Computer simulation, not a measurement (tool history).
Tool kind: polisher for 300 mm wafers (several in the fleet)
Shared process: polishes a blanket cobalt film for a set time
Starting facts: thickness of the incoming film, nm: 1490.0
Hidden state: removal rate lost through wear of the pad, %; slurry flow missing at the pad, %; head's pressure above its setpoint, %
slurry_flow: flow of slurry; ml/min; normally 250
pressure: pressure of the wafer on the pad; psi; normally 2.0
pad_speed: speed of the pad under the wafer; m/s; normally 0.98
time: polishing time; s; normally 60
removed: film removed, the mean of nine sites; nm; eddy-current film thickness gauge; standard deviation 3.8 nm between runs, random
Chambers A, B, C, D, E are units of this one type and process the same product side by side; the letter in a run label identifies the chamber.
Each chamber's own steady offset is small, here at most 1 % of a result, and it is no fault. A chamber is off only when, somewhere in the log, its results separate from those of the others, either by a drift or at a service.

run	day	slurry_flow	pressure	pad_speed	time	wafers polished on this pad	hours since the slurry nozzle was cleaned	hours since the head pressure was calibrated	removed
1C	0.183	250	2.0	0.98	60	378	204.7	296.3	299.98
# day 0.246: chamber E: slurry nozzle cleaned
2E	0.388	250	2.0	0.98	60	1087	3.5	741.8	307.42
3A	0.525	250	2.0	0.98	60	530	327.9	285.9	307.13
4B	0.762	250	2.0	0.98	60	1226	277.7	273.6	310.73
5D	1.029	250	2.0	0.98	60	401	384.9	1167.5	310.25
# day 1.200: chamber E: worn pad replaced by a new one
6E	1.262	250	2.0	0.98	60	12	24.5	762.8	312.27
# day 1.333: chamber B: worn pad replaced by a new one
7D	1.438	250	2.0	0.98	60	481	394.7	1177.3	296.80
8C	1.579	250	1.4	0.98	67	650	238.2	329.8	239.25
# day 1.608: chamber C: head pressure recalibrated
# day 1.771: chamber A: worn pad replaced by a new one
9B	1.829	250	1.4	0.98	67	96	303.3	299.2	247.31
# day 1.900: chamber B: slurry nozzle cleaned
10A	2.000	250	1.4	0.98	67	44	363.3	321.3	248.61
# day 2.025: chamber C: worn pad replaced by a new one
11D	2.200	250	1.4	0.98	67	630	413.0	1195.6	239.37
# day 2.254: chamber A: slurry nozzle cleaned
12B	2.438	250	1.4	0.98	67	215	13.0	313.8	246.32
13E	2.617	250	2.0	0.98	60	276	57.0	795.3	308.06
14A	2.796	250	2.0	0.98	60	199	13.1	340.4	311.61
15C	2.971	250	2.0	0.98	60	184	271.6	32.7	312.22
16A	3.217	185	2.0	0.98	51	281	23.2	350.5	258.68
# day 3.279: chamber D: head pressure recalibrated
17D	3.358	185	2.0	0.98	51	855	440.8	1.9	270.56
18B	3.546	185	2.0	0.98	51	431	39.6	340.4	256.77
19E	3.767	185	2.0	0.98	51	500	84.6	822.9	255.59
20C	4.033	185	2.0	0.98	51	391	297.1	58.2	250.13
21C	4.312	250	2.0	0.98	60	446	303.8	64.9	306.37
# day 4.371: chamber D: worn pad replaced by a new one
22E	4.575	250	2.0	0.98	60	658	104.0	842.3	308.49
23D	4.717	250	2.0	0.98	60	68	473.4	34.5	342.60
# day 4.996: chamber A: worn pad replaced by a new one
24A	5.004	250	2.0	0.98	60	2	66.1	393.4	305.15
25B	5.246	250	2.0	0.98	60	762	80.4	381.2	307.60
26A	5.483	250	2.0	0.98	60	95	77.6	404.9	307.23
27D	5.662	250	2.0	0.98	60	252	496.1	57.2	334.36
28C	5.875	250	2.0	0.98	60	750	341.3	102.4	301.47
29B	6.025	250	2.0	0.98	60	914	99.1	399.9	299.09
# day 6.179: chamber C: worn pad replaced by a new one
30E	6.308	250	2.0	0.98	60	995	145.6	883.9	312.13
# day 6.371: chamber E: worn pad replaced by a new one
31E	6.596	285	2.0	0.82	60	44	152.5	890.8	265.54
32A	6.871	285	2.0	0.82	60	366	110.9	438.2	259.19
33B	7.017	285	2.0	0.82	60	1107	122.9	423.7	261.92
34C	7.279	285	2.0	0.82	60	215	375.0	136.1	257.68

The same settings go to every chamber for the next run, one line per chamber below. Forecast the results for each:
35A	7.492	250	2.0	0.98	60				?
35B	7.492	250	2.0	0.98	60				?
35C	7.492	250	2.0	0.98	60				?
35D	7.492	250	2.0	0.98	60				?
35E	7.492	250	2.0	0.98	60				?

run	removed
35A	302.23
35B	303.65
35C	304.50
35D	329.86
35E	308.48
